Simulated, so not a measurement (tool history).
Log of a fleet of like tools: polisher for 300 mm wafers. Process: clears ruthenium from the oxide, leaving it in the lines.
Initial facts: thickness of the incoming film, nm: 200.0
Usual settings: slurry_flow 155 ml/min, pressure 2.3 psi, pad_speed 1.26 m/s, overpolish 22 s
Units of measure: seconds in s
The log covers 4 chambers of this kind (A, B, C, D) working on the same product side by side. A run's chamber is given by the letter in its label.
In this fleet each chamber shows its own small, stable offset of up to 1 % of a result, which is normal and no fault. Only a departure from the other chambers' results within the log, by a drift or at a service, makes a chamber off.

run,day,slurry_flow,pressure,pad_speed,overpolish,seconds
# day 0.017: chamber A: worn pad replaced by a new one
# day 0.092: chamber A: head pressure recalibrated
1A,0.183,155,2.3,1.26,22,105.16
2B,0.35,155,2.3,1.26,22,109.71
3D,0.567,155,2.3,1.26,22,108.21
# day 0.75: chamber D: slurry nozzle cleaned
4C,0.754,155,2.3,1.26,22,113.64
5D,0.867,155,2.3,1.26,22,107.22
6A,1.062,155,2.3,1.26,22,109.83
7B,1.288,205,1.9,1.26,22,126.91
8C,1.442,205,1.9,1.26,22,128.58
9B,1.629,205,1.9,1.26,22,125.33
10D,1.846,205,1.9,1.26,22,123.32
11C,1.95,155,2.3,1.26,22,108.18
12A,2.058,155,2.3,1.26,22,108.01
13B,2.162,155,2.3,1.26,22,108.71
14A,2.362,155,2.3,1.26,22,108.7
15D,2.508,155,2.3,1.26,22,104.44
# day 2.542: chamber B: worn pad replaced by a new one
16C,2.696,155,2.3,1.26,22,111.91
17C,2.917,155,2.3,1.26,22,111.38
18D,3.121,155,2.3,1.26,22,100.36
19B,3.317,155,2.3,1.26,22,107.75
# day 3.462: chamber C: worn pad replaced by a new one
20A,3.475,155,2.3,1.26,32,109.92
21A,3.696,155,2.3,1.26,32,109.48
22B,3.833,155,2.3,1.26,32,104.15
# day 3.875: chamber C: slurry nozzle cleaned
23C,3.938,155,2.3,1.26,32,109.59
# day 4.038: chamber D: worn pad replaced by a new one
24D,4.104,155,2.3,1.26,22,99.879
25D,4.279,155,2.3,1.54,12,80.45
26A,4.483,155,2.3,1.54,12,87.19
27B,4.654,155,2.3,1.54,12,90.528
28C,4.854,155,2.3,1.54,12,89.171
29D,5,155,2.3,1.26,22,101.73
30A,5.125,155,2.3,1.26,22,110.39
# day 5.129: chamber B: slurry nozzle cleaned
31B,5.279,155,2.3,1.12,22,126.59
# day 5.462: chamber C: head pressure recalibrated
32C,5.492,155,2.3,1.12,22,122.08
33C,5.712,155,2.3,1.12,22,124.11
34B,5.821,155,2.3,1.12,22,123.44
35D,5.975,155,2.3,1.26,22,97.297
36A,6.125,155,2.3,1.26,22,108.32
37A,6.304,155,2.3,1.26,22,108.58
38D,6.408,155,2.3,1.26,22,96.823

What goes on in this fleet: one chamber off, a drifting gauge, or nothing beyond the chambers' own small offsets? Name the chamber and the cause, if any.

One chamber, D, drifts off from the rest bit by bit.
What lies behind it: head's pressure above its setpoint, % = 11.5.

Below are 4 candidate recipes for chamber D's next run, each the usual settings with a change, their results shown as question marks. Which of them brings D's results back in line with what the other chambers give on the usual settings?
Allowed miss from the other chambers' usual-settings mean, per result, to count as in line: seconds 6.4 s
39D-1,6.583,155,2.3,1.28,22,?
39D-2,6.583,155,2.3,1.24,22,?
39D-3,6.583,155,2.5,1.34,22,?
39D-4,6.583,155,2.2,1.18,22,?

The mean the other chambers reach with the usual settings: seconds 109.66 s
run,seconds
39D-1,94.696
39D-2,97.704
39D-3,83.175
39D-4,107.33
39D-4 is the one that brings the chamber's results back in line with the other chambers.

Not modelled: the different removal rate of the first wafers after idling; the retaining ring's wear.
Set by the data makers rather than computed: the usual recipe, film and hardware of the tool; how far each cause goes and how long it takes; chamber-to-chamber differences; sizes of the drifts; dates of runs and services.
